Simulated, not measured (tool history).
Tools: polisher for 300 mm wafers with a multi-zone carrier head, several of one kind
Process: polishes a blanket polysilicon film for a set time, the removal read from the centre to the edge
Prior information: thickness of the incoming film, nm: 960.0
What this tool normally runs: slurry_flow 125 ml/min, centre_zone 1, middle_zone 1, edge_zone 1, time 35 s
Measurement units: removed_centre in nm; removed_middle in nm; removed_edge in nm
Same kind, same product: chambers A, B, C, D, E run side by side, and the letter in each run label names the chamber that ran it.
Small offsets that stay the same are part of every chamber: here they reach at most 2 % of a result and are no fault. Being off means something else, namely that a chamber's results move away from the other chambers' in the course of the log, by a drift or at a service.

| run | hour | slurry_flow | centre_zone | middle_zone | edge_zone | time | wafers polished on this pad | hours since the slurry nozzle was cleaned | hours since the centre zone pressure was calibrated | hours since the edge zone pressure was calibrated | removed_centre | removed_middle | removed_edge |
|---|---|---|---|---|---|---|---|---|---|---|---|---|---|
|  | 7.5 | chamber A: edge zone pressure recalibrated |
| 1D | 8.8 | 125 | 1 | 1 | 1 | 35 | 78 | 366.3 | 87.5 | 1286.3 | 191.5 | 192.59 | 193.91 |
|  | 12.7 | chamber A: worn pad replaced by a new one |
| 2B | 14.2 | 125 | 1 | 1 | 1 | 35 | 229 | 217.7 | 32.2 | 763.7 | 192.34 | 191.47 | 193.39 |
|  | 18.3 | chamber E: worn pad replaced by a new one |
| 3E | 23.3 | 125 | 1 | 1 | 1 | 35 | 37 | 63.3 | 484.3 | 156.8 | 191.18 | 192.65 | 186.07 |
|  | 28 | chamber D: edge zone pressure recalibrated |
| 4C | 29.7 | 125 | 1 | 1 | 1 | 35 | 464 | 516.7 | 1427.4 | 818.9 | 193.24 | 191.8 | 188.64 |
| 5A | 37.9 | 165 | 0.9 | 1 | 1 | 35 | 185 | 395.7 | 420.1 | 30.5 | 181.66 | 203.86 | 193.44 |
| 6E | 44.7 | 165 | 0.9 | 1 | 1 | 35 | 194 | 84.7 | 505.7 | 178.2 | 183 | 200.39 | 196.04 |
|  | 50.2 | chamber B: worn pad replaced by a new one |
| 7C | 52.8 | 165 | 0.9 | 1 | 1 | 35 | 634 | 539.8 | 1450.5 | 842 | 178.62 | 205.79 | 200.14 |
|  | 57.5 | chamber C: slurry nozzle cleaned |
| 8D | 61.8 | 165 | 0.9 | 1 | 1 | 35 | 468 | 419.3 | 140.5 | 33.8 | 182.45 | 200.59 | 201.71 |
| 9A | 70.7 | 165 | 0.9 | 1 | 1 | 35 | 427 | 428.5 | 452.9 | 63.3 | 182.37 | 204.29 | 203.59 |
| 10B | 79.9 | 125 | 1 | 1 | 1 | 35 | 218 | 283.4 | 97.9 | 829.4 | 193.37 | 197.4 | 190.65 |
| 11B | 85.2 | 125 | 1 | 1 | 1 | 35 | 257 | 288.7 | 103.2 | 834.7 | 193.77 | 192.09 | 192.3 |
|  | 94 | chamber C: worn pad replaced by a new one |
| 12C | 95 | 125 | 1 | 1.09 | 1 | 35 | 7 | 37.5 | 1492.7 | 884.2 | 189.14 | 207.82 | 191.38 |
| 13A | 100.1 | 125 | 1 | 1.09 | 1 | 35 | 643 | 457.9 | 482.3 | 92.7 | 192.13 | 211.98 | 190.41 |
|  | 105.1 | chamber B: slurry nozzle cleaned |
|  | 108.6 | chamber D: worn pad replaced by a new one |
| 14D | 110.7 | 125 | 1 | 1.09 | 1 | 35 | 15 | 468.2 | 189.4 | 82.7 | 195.15 | 211.96 | 193.64 |
| 15E | 115.7 | 125 | 1 | 1.09 | 1 | 35 | 716 | 155.7 | 576.7 | 249.2 | 191.05 | 202.63 | 190.33 |
|  | 117.2 | chamber B: worn pad replaced by a new one |
|  | 120.1 | chamber A: worn pad replaced by a new one |
| 16D | 122.7 | 125 | 1 | 1.09 | 1 | 35 | 103 | 480.2 | 201.4 | 94.7 | 192.18 | 207.24 | 192.69 |
| 17C | 130.7 | 95 | 1 | 1 | 1 | 35 | 270 | 73.2 | 1528.4 | 919.9 | 177.38 | 177.29 | 185.17 |
|  | 134.2 | chamber C: centre zone pressure recalibrated |
| 18B | 141.5 | 95 | 1 | 1 | 1 | 35 | 178 | 36.4 | 159.5 | 891 | 178.06 | 179.74 | 181.5 |
|  | 145 | chamber D: slurry nozzle cleaned |
| 19E | 151.9 | 95 | 1 | 1 | 1 | 35 | 983 | 191.9 | 612.9 | 285.4 | 176.33 | 177.39 | 178.76 |
| 20A | 162.3 | 95 | 1 | 1 | 1 | 35 | 310 | 520.1 | 544.5 | 154.9 | 178.1 | 175.96 | 179.16 |
| 21A | 168.9 | 95 | 1 | 1 | 1 | 35 | 359 | 526.7 | 551.1 | 161.5 | 174.16 | 178.25 | 179.17 |
| 22D | 179.2 | 125 | 1 | 1 | 1 | 35 | 519 | 34.3 | 257.9 | 151.2 | 191.02 | 186.76 | 190.02 |
|  | 182.9 | chamber B: worn pad replaced by a new one |
|  | 183.3 | chamber C: edge zone pressure recalibrated |
|  | 189.2 | chamber E: worn pad replaced by a new one |
| 23B | 189.3 | 125 | 1 | 1 | 1 | 29 | 47 | 84.2 | 207.3 | 938.8 | 158.67 | 159.35 | 158.77 |
| 24C | 198 | 125 | 1 | 1 | 1 | 29 | 765 | 140.5 | 63.8 | 14.8 | 141 | 158.59 | 158.87 |
| 25E | 207.8 | 125 | 1 | 1 | 1 | 29 | 137 | 247.8 | 668.8 | 341.3 | 158.38 | 158.93 | 157.27 |
|  | 216.7 | chamber C: worn pad replaced by a new one |
| 26D | 219 | 125 | 1 | 1 | 1 | 29 | 812 | 74.1 | 297.7 | 191 | 159.89 | 158.06 | 157.68 |
|  | 221 | chamber A: worn pad replaced by a new one |
|  | 227.8 | chamber D: worn pad replaced by a new one |
| 27E | 228.5 | 125 | 1 | 1 | 1 | 29 | 289 | 268.5 | 689.5 | 362 | 158.91 | 161.05 | 161.25 |
| 28C | 233.6 | 125 | 1 | 1 | 1 | 35 | 124 | 176.1 | 99.4 | 50.4 | 170.39 | 193.88 | 189.97 |
| 29B | 241.8 | 125 | 1 | 1 | 1 | 35 | 434 | 136.7 | 259.8 | 991.3 | 191.23 | 190.15 | 190.69 |
| 30A | 250.5 | 125 | 1 | 1 | 1 | 35 | 217 | 608.3 | 632.7 | 243.1 | 190.7 | 191.67 | 187.97 |
|  | 258.3 | chamber B: worn pad replaced by a new one |
| 31A | 258.8 | 125 | 1 | 1 | 1 | 35 | 278 | 616.6 | 641 | 251.4 | 192.19 | 193.71 | 191.63 |
| 32C | 264.8 | 125 | 1 | 1 | 1 | 35 | 354 | 207.3 | 130.6 | 81.6 | 168.6 | 191.63 | 190.67 |
| 33B | 275.1 | 160 | 1 | 1 | 1 | 39 | 123 | 170 | 293.1 | 1024.6 | 225.34 | 226.05 | 225.51 |
| 34E | 286.4 | 160 | 1 | 1 | 1 | 39 | 715 | 326.4 | 747.4 | 419.9 | 226.72 | 224.74 | 216.98 |
| 35D | 296.7 | 160 | 1 | 1 | 1 | 39 | 507 | 151.8 | 375.4 | 268.7 | 228.67 | 226.22 | 221.28 |
| 36C | 307.2 | 160 | 1 | 1 | 1 | 39 | 666 | 249.7 | 173 | 124 | 198.86 | 226.36 | 221.4 |
| 37A | 315 | 160 | 1 | 1 | 1 | 39 | 692 | 672.8 | 697.2 | 307.6 | 226.25 | 228.78 | 223.9 |

Predict what each chamber gives when all 5 of them run the settings below next.
| 38A | 323.2 | 125 | 1 | 1 | 1 | 35 |  |  |  |  | ? | ? | ? |
| 38B | 323.2 | 125 | 1 | 1 | 1 | 35 |  |  |  |  | ? | ? | ? |
| 38C | 323.2 | 125 | 1 | 1 | 1 | 35 |  |  |  |  | ? | ? | ? |
| 38D | 323.2 | 125 | 1 | 1 | 1 | 35 |  |  |  |  | ? | ? | ? |
| 38E | 323.2 | 125 | 1 | 1 | 1 | 35 |  |  |  |  | ? | ? | ? |

| run | removed_centre | removed_middle | removed_edge |
|---|---|---|---|
| 38A | 190.18 | 192.53 | 192.65 |
| 38B | 193.32 | 192.84 | 188 |
| 38C | 169.93 | 193.17 | 193.18 |
| 38D | 192.12 | 192.74 | 191.77 |
| 38E | 189.35 | 185.16 | 187.27 |

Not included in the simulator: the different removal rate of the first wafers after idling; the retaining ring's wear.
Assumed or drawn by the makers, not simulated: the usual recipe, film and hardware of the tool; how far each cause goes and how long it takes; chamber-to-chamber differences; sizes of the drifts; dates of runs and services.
